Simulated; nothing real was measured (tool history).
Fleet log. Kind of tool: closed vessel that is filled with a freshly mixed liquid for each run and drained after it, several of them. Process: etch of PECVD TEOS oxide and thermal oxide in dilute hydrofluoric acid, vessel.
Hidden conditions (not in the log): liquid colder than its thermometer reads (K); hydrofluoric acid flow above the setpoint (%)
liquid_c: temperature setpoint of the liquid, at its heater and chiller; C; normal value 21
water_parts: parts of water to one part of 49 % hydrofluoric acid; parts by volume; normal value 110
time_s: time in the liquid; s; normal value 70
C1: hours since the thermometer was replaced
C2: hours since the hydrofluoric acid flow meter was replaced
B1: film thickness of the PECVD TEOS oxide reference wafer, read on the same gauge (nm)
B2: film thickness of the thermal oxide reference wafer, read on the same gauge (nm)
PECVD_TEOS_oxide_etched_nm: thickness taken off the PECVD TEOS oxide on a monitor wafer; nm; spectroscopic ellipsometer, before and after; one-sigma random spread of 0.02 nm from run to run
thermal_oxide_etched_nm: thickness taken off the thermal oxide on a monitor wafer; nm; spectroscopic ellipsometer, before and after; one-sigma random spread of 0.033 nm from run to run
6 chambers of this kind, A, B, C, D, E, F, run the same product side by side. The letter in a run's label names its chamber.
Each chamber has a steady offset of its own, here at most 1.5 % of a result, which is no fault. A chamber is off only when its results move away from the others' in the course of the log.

{"run": "1C", "hour": 3.9, "liquid_c": 21, "water_parts": 110, "time_s": 70, "C1": 237.5, "C2": 390.5, "B1": 100.01, "B2": 130, "PECVD_TEOS_oxide_etched_nm": 5.3024, "thermal_oxide_etched_nm": 2.6763}
{"run": "2D", "hour": 8.9, "liquid_c": 21, "water_parts": 110, "time_s": 70, "C1": 765.3, "C2": 2201.6, "B1": 100.01, "B2": 130.01, "PECVD_TEOS_oxide_etched_nm": 5.3935, "thermal_oxide_etched_nm": 2.5904}
{"run": "3B", "hour": 15.3, "liquid_c": 21, "water_parts": 110, "time_s": 70, "C1": 599.1, "C2": 528.7, "B1": 99.983, "B2": 130.05, "PECVD_TEOS_oxide_etched_nm": 5.312, "thermal_oxide_etched_nm": 2.6049}
{"run": "4E", "hour": 21.8, "liquid_c": 21, "water_parts": 110, "time_s": 70, "C1": 365, "C2": 1862.6, "B1": 99.995, "B2": 130.04, "PECVD_TEOS_oxide_etched_nm": 5.3288, "thermal_oxide_etched_nm": 2.6189}
{"hour": 22.7, "done": "chamber B: hydrofluoric acid flow meter replaced"}
{"hour": 24.4, "done": "chamber A: hydrofluoric acid flow meter replaced"}
{"run": "5A", "hour": 26.2, "liquid_c": 21, "water_parts": 110, "time_s": 70, "C1": 125.2, "C2": 1.9, "B1": 99.967, "B2": 129.99, "PECVD_TEOS_oxide_etched_nm": 5.3602, "thermal_oxide_etched_nm": 2.6296}
{"run": "6F", "hour": 32.4, "liquid_c": 19.5, "water_parts": 140, "time_s": 70, "C1": 547.1, "C2": 247.9, "B1": 100.01, "B2": 130.01, "PECVD_TEOS_oxide_etched_nm": 3.8645, "thermal_oxide_etched_nm": 1.8849}
{"run": "7A", "hour": 38.6, "liquid_c": 19.5, "water_parts": 140, "time_s": 70, "C1": 137.6, "C2": 14.3, "B1": 100.02, "B2": 130, "PECVD_TEOS_oxide_etched_nm": 3.8092, "thermal_oxide_etched_nm": 1.8532}
{"run": "8B", "hour": 42.9, "liquid_c": 19.5, "water_parts": 140, "time_s": 70, "C1": 626.7, "C2": 20.3, "B1": 99.981, "B2": 130.03, "PECVD_TEOS_oxide_etched_nm": 3.8373, "thermal_oxide_etched_nm": 1.8953}
{"run": "9F", "hour": 49.0, "liquid_c": 19.5, "water_parts": 140, "time_s": 70, "C1": 563.7, "C2": 264.5, "B1": 100, "B2": 129.96, "PECVD_TEOS_oxide_etched_nm": 3.8358, "thermal_oxide_etched_nm": 1.7793}
{"run": "10C", "hour": 54.1, "liquid_c": 19.5, "water_parts": 140, "time_s": 70, "C1": 287.7, "C2": 440.7, "B1": 99.998, "B2": 130, "PECVD_TEOS_oxide_etched_nm": 3.7924, "thermal_oxide_etched_nm": 1.8485}
{"run": "11E", "hour": 60.5, "liquid_c": 19.5, "water_parts": 140, "time_s": 70, "C1": 403.7, "C2": 1901.3, "B1": 100.02, "B2": 129.98, "PECVD_TEOS_oxide_etched_nm": 3.7857, "thermal_oxide_etched_nm": 1.855}
{"run": "12D", "hour": 66.6, "liquid_c": 21, "water_parts": 110, "time_s": 70, "C1": 823, "C2": 2259.3, "B1": 100.01, "B2": 130, "PECVD_TEOS_oxide_etched_nm": 5.4001, "thermal_oxide_etched_nm": 2.5468}
{"run": "13D", "hour": 71.1, "liquid_c": 21, "water_parts": 110, "time_s": 70, "C1": 827.5, "C2": 2263.8, "B1": 99.962, "B2": 130.03, "PECVD_TEOS_oxide_etched_nm": 5.3932, "thermal_oxide_etched_nm": 2.5426}
{"run": "14C", "hour": 77.2, "liquid_c": 21, "water_parts": 110, "time_s": 70, "C1": 310.8, "C2": 463.8, "B1": 100.05, "B2": 129.99, "PECVD_TEOS_oxide_etched_nm": 5.3366, "thermal_oxide_etched_nm": 2.6213}
{"run": "15B", "hour": 81.6, "liquid_c": 21, "water_parts": 110, "time_s": 70, "C1": 665.4, "C2": 59, "B1": 99.992, "B2": 130.04, "PECVD_TEOS_oxide_etched_nm": 5.3562, "thermal_oxide_etched_nm": 2.5862}
{"run": "16E", "hour": 88.7, "liquid_c": 21, "water_parts": 110, "time_s": 70, "C1": 431.9, "C2": 1929.5, "B1": 100.01, "B2": 129.98, "PECVD_TEOS_oxide_etched_nm": 5.3091, "thermal_oxide_etched_nm": 2.5119}
{"run": "17A", "hour": 94.5, "liquid_c": 21, "water_parts": 110, "time_s": 70, "C1": 193.5, "C2": 70.2, "B1": 99.974, "B2": 130, "PECVD_TEOS_oxide_etched_nm": 5.3861, "thermal_oxide_etched_nm": 2.5543}
{"run": "18F", "hour": 99.5, "liquid_c": 21, "water_parts": 110, "time_s": 70, "C1": 614.2, "C2": 315, "B1": 100.01, "B2": 130, "PECVD_TEOS_oxide_etched_nm": 5.3784, "thermal_oxide_etched_nm": 2.5708}
{"run": "19D", "hour": 105.9, "liquid_c": 21, "water_parts": 110, "time_s": 70, "C1": 862.3, "C2": 2298.6, "B1": 99.986, "B2": 130, "PECVD_TEOS_oxide_etched_nm": 5.4001, "thermal_oxide_etched_nm": 2.611}
{"run": "20C", "hour": 111.1, "liquid_c": 21, "water_parts": 130, "time_s": 70, "C1": 344.7, "C2": 497.7, "B1": 100.01, "B2": 130.04, "PECVD_TEOS_oxide_etched_nm": 4.4334, "thermal_oxide_etched_nm": 2.1968}
{"run": "21B", "hour": 116.1, "liquid_c": 21, "water_parts": 130, "time_s": 70, "C1": 699.9, "C2": 93.5, "B1": 100.01, "B2": 129.96, "PECVD_TEOS_oxide_etched_nm": 4.4177, "thermal_oxide_etched_nm": 2.1626}
{"run": "22A", "hour": 119.4, "liquid_c": 21, "water_parts": 130, "time_s": 70, "C1": 218.4, "C2": 95.1, "B1": 99.989, "B2": 130.02, "PECVD_TEOS_oxide_etched_nm": 4.4279, "thermal_oxide_etched_nm": 2.1902}
{"run": "23E", "hour": 123.8, "liquid_c": 21, "water_parts": 130, "time_s": 70, "C1": 467, "C2": 1964.6, "B1": 100.02, "B2": 129.99, "PECVD_TEOS_oxide_etched_nm": 4.3947, "thermal_oxide_etched_nm": 2.1631}
{"run": "24F", "hour": 128.9, "liquid_c": 21, "water_parts": 130, "time_s": 70, "C1": 643.6, "C2": 344.4, "B1": 99.958, "B2": 129.96, "PECVD_TEOS_oxide_etched_nm": 4.485, "thermal_oxide_etched_nm": 2.1382}
{"run": "25F", "hour": 135.6, "liquid_c": 21, "water_parts": 130, "time_s": 70, "C1": 650.3, "C2": 351.1, "B1": 99.986, "B2": 130.01, "PECVD_TEOS_oxide_etched_nm": 4.4561, "thermal_oxide_etched_nm": 2.1456}
{"run": "26D", "hour": 139.6, "liquid_c": 21, "water_parts": 110, "time_s": 70, "C1": 896, "C2": 2332.3, "B1": 100, "B2": 130.01, "PECVD_TEOS_oxide_etched_nm": 5.3958, "thermal_oxide_etched_nm": 2.567}
{"run": "27A", "hour": 147.0, "liquid_c": 17, "water_parts": 110, "time_s": 90, "C1": 246, "C2": 122.7, "B1": 99.995, "B2": 130.04, "PECVD_TEOS_oxide_etched_nm": 5.8775, "thermal_oxide_etched_nm": 2.8722}
{"hour": 148.1, "done": "chamber F: hydrofluoric acid flow meter replaced"}
{"run": "28C", "hour": 151.7, "liquid_c": 17, "water_parts": 110, "time_s": 90, "C1": 385.3, "C2": 538.3, "B1": 99.977, "B2": 129.99, "PECVD_TEOS_oxide_etched_nm": 5.8195, "thermal_oxide_etched_nm": 2.8712}
{"run": "29B", "hour": 155.9, "liquid_c": 17, "water_parts": 110, "time_s": 90, "C1": 739.7, "C2": 133.3, "B1": 100.02, "B2": 130, "PECVD_TEOS_oxide_etched_nm": 5.847, "thermal_oxide_etched_nm": 2.8808}
{"run": "30E", "hour": 160.4, "liquid_c": 17, "water_parts": 110, "time_s": 90, "C1": 503.6, "C2": 2001.2, "B1": 99.991, "B2": 130, "PECVD_TEOS_oxide_etched_nm": 5.7354, "thermal_oxide_etched_nm": 2.8692}
{"hour": 165.9, "done": "chamber E: hydrofluoric acid flow meter replaced"}
{"run": "31E", "hour": 166.3, "liquid_c": 17, "water_parts": 110, "time_s": 90, "C1": 509.5, "C2": 0.4, "B1": 100.02, "B2": 130.03, "PECVD_TEOS_oxide_etched_nm": 5.7653, "thermal_oxide_etched_nm": 2.8692}
{"run": "32D", "hour": 169.5, "liquid_c": 17, "water_parts": 110, "time_s": 90, "C1": 925.9, "C2": 2362.2, "B1": 100.01, "B2": 129.99, "PECVD_TEOS_oxide_etched_nm": 5.8964, "thermal_oxide_etched_nm": 2.8078}
{"run": "33B", "hour": 173.7, "liquid_c": 21, "water_parts": 110, "time_s": 70, "C1": 757.5, "C2": 151.1, "B1": 100.03, "B2": 130, "PECVD_TEOS_oxide_etched_nm": 5.3476, "thermal_oxide_etched_nm": 2.6115}
{"run": "34C", "hour": 180.0, "liquid_c": 21, "water_parts": 150, "time_s": 70, "C1": 413.6, "C2": 566.6, "B1": 100, "B2": 129.95, "PECVD_TEOS_oxide_etched_nm": 3.7522, "thermal_oxide_etched_nm": 1.859}
{"run": "35A", "hour": 186.1, "liquid_c": 21, "water_parts": 150, "time_s": 70, "C1": 285.1, "C2": 161.8, "B1": 100.06, "B2": 129.97, "PECVD_TEOS_oxide_etched_nm": 3.7314, "thermal_oxide_etched_nm": 1.8103}
{"run": "36F", "hour": 190.7, "liquid_c": 21, "water_parts": 150, "time_s": 70, "C1": 705.4, "C2": 42.6, "B1": 99.987, "B2": 129.99, "PECVD_TEOS_oxide_etched_nm": 3.7824, "thermal_oxide_etched_nm": 1.8083}
{"run": "37F", "hour": 196.7, "liquid_c": 21, "water_parts": 150, "time_s": 70, "C1": 711.4, "C2": 48.6, "B1": 99.992, "B2": 129.99, "PECVD_TEOS_oxide_etched_nm": 3.7845, "thermal_oxide_etched_nm": 1.7812}
{"run": "38B", "hour": 200.5, "liquid_c": 21, "water_parts": 150, "time_s": 70, "C1": 784.3, "C2": 177.9, "B1": 99.967, "B2": 130.01, "PECVD_TEOS_oxide_etched_nm": 3.7583, "thermal_oxide_etched_nm": 1.8125}
{"run": "39A", "hour": 204.2, "liquid_c": 21, "water_parts": 150, "time_s": 70, "C1": 303.2, "C2": 179.9, "B1": 99.984, "B2": 130.02, "PECVD_TEOS_oxide_etched_nm": 3.7464, "thermal_oxide_etched_nm": 1.8109}
{"run": "40C", "hour": 208.8, "liquid_c": 21, "water_parts": 110, "time_s": 70, "C1": 442.4, "C2": 595.4, "B1": 99.972, "B2": 130, "PECVD_TEOS_oxide_etched_nm": 5.3113, "thermal_oxide_etched_nm": 2.6687}

Does one chamber stand apart from the rest, does the shared gauge drift, or is all well apart from small per-chamber offsets? Give the chamber and the most likely cause, where there is one.

All chambers stay in line apart from their small fixed offsets, and the gauge does not drift.
